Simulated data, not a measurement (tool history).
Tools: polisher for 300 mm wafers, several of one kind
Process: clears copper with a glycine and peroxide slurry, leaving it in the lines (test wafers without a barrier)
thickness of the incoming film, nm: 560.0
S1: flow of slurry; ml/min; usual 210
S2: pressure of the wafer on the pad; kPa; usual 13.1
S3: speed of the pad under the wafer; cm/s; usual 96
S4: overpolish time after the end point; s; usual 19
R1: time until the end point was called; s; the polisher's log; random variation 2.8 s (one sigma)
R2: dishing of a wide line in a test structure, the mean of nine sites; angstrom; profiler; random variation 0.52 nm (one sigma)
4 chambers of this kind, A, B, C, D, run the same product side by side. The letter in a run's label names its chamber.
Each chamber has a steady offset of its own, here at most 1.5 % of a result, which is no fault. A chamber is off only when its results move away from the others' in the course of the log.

run,day,S1,S2,S3,S4,R1,R2
# day 0.438: chamber A: worn pad replaced by a new one
# day 0.488: chamber C: worn pad replaced by a new one
1A,0.525,210,13.1,96,19,174.65,407.41
2D,0.821,210,13.1,96,19,170.02,425.18
# day 1.054: chamber A: slurry nozzle cleaned
3B,1.288,210,13.1,96,19,178.58,429.43
4C,1.729,210,13.1,96,19,173.1,419.02
5A,2.021,210,15.2,96,19,153.4,453.96
# day 2.433: chamber B: worn pad replaced by a new one
6B,2.567,210,15.2,96,19,155.95,460.38
7C,3.062,210,15.2,96,19,157.4,455.31
8D,3.554,210,15.2,96,19,151.56,465.13
9B,4.071,210,13.1,96,19,176.7,434.46
10D,4.583,210,13.1,96,19,168.73,419.16
11A,4.958,210,13.1,96,19,175.64,412.3
12C,5.233,155,10.3,96,19,212.99,343.29
# day 5.483: chamber A: worn pad replaced by a new one
13C,5.771,155,10.3,96,19,220.97,347.55
# day 5.983: chamber C: head pressure recalibrated
14B,6.171,155,10.3,96,19,214.9,345.41
# day 6.221: chamber D: worn pad replaced by a new one
# day 6.317: chamber B: worn pad replaced by a new one
15D,6.525,155,10.3,96,19,212.77,351.75
16A,6.904,210,13.1,96,19,175.22,411.83
17C,7.246,210,15.9,126,19,119.42,552.47
18D,7.562,210,15.9,126,19,119.13,578
19A,8.104,210,15.9,126,19,120.8,564.4
20B,8.438,210,15.9,126,19,117.05,561.45
# day 8.558: chamber C: worn pad replaced by a new one
21C,8.742,210,13.1,96,19,167.85,426.69
22B,9.042,210,13.1,96,19,175.71,423.04
# day 9.108: chamber B: slurry nozzle cleaned
23D,9.5,210,15.9,96,13,152.86,342.02
# day 9.608: chamber C: slurry nozzle cleaned
# day 9.617: chamber A: slurry nozzle cleaned
# day 9.842: chamber A: worn pad replaced by a new one
24A,9.917,210,15.9,96,13,149.24,344.18
25D,10.462,210,15.9,96,13,147.66,339.87
# day 10.592: chamber B: worn pad replaced by a new one
26A,10.888,210,15.9,96,13,148.63,336.71
27B,11.2,185,13.1,96,19,175.85,414.31
28C,11.554,185,13.1,96,19,174.22,421.32
29B,12.1,185,13.1,96,19,172.13,414.94

All 4 chambers run these settings next. Forecast each chamber's results:
30A,12.5,280,13.1,96,19,?,?
30B,12.5,280,13.1,96,19,?,?
30C,12.5,280,13.1,96,19,?,?
30D,12.5,280,13.1,96,19,?,?

run,R1,R2
30A,168.47,428.75
30B,169.04,432.97
30C,169.27,424.25
30D,167.48,422.92

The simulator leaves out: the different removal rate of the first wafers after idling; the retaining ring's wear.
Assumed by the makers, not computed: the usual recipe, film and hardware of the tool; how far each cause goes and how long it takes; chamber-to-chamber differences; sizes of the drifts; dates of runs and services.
